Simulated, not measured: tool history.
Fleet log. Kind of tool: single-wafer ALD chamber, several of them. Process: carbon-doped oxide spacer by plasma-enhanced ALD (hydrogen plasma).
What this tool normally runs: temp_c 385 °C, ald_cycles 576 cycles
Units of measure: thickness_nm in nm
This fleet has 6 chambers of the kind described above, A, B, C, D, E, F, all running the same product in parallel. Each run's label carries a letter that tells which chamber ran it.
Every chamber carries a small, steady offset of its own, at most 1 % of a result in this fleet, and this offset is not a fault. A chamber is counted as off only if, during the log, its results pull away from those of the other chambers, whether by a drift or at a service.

run	hour	temp_c	ald_cycles	hours since the last thermocouple change	read-back reference wafer on the same gauge, thickness_nm	thickness_nm
1A	10.7	385	576	1727.0	33.186	28.996
2E	20.0	385	576	1894.1	33.204	28.692
3C	27.8	385	576	703.5	33.200	28.777
4F	33.8	385	576	431.0	33.187	28.689
5D	45.8	399	576	1804.3	33.204	28.625
6B	57.3	399	576	1689.4	33.177	28.872
7A	68.6	399	576	1784.9	33.181	29.048
# hour 71.5: chamber D: thermocouple changed; heater temperature recalibrated
8C	80.1	399	576	755.8	33.204	28.689
9B	89.8	399	576	1721.9	33.215	28.959
10F	101.9	399	576	499.1	33.181	28.796
11D	110.5	385	576	39.1	33.212	28.580
12E	121.7	385	576	1995.8	33.210	28.786
13F	133.0	385	576	530.2	33.184	28.541
14D	140.8	385	576	69.4	33.193	28.616
15A	147.0	385	670	1863.3	33.207	33.828
16B	160.0	385	670	1792.1	33.183	33.694
17E	168.7	385	670	2042.8	33.192	33.552
18C	180.0	385	670	855.7	33.185	33.454
19B	188.4	385	670	1820.5	33.197	33.589
20C	198.6	385	670	874.3	33.202	33.639
21E	211.8	385	576	2085.9	33.231	28.538
22F	225.2	385	576	622.4	33.210	28.700
23D	238.3	385	576	166.9	33.221	28.759
24A	249.3	385	576	1965.6	33.238	29.041
25A	257.3	385	576	1973.6	33.164	28.933
26F	267.3	385	576	664.5	33.223	28.512
27C	277.9	385	576	953.6	33.158	28.847
28E	289.5	385	576	2163.6	33.224	28.612
29D	295.4	385	576	224.0	33.190	28.762
# hour 303.1: chamber E: thermocouple changed; heater temperature recalibrated
30B	306.1	385	576	1938.2	33.191	28.846
31C	313.6	385	576	989.3	33.227	28.808
32F	323.0	385	576	720.2	33.214	28.682
33E	331.5	385	576	28.4	33.194	28.667
34D	343.3	385	576	271.9	33.176	28.797
35B	350.8	385	622	1982.9	33.203	31.116
36A	362.4	385	622	2078.7	33.213	31.173
37C	375.7	385	622	1051.4	33.228	31.116
38E	385.8	385	622	82.7	33.189	30.927
39A	395.7	385	622	2112.0	33.221	31.305
40F	401.9	385	622	799.1	33.213	31.022
41B	410.9	377	664	2043.0	33.188	33.489

Next, every chamber runs the same settings. What will each give?
42A	420.4	385	576			?
42B	420.4	385	576			?
42C	420.4	385	576			?
42D	420.4	385	576			?
42E	420.4	385	576			?
42F	420.4	385	576			?

run	thickness_nm
42A	28.897
42B	28.892
42C	28.861
42D	28.635
42E	28.654
42F	28.781
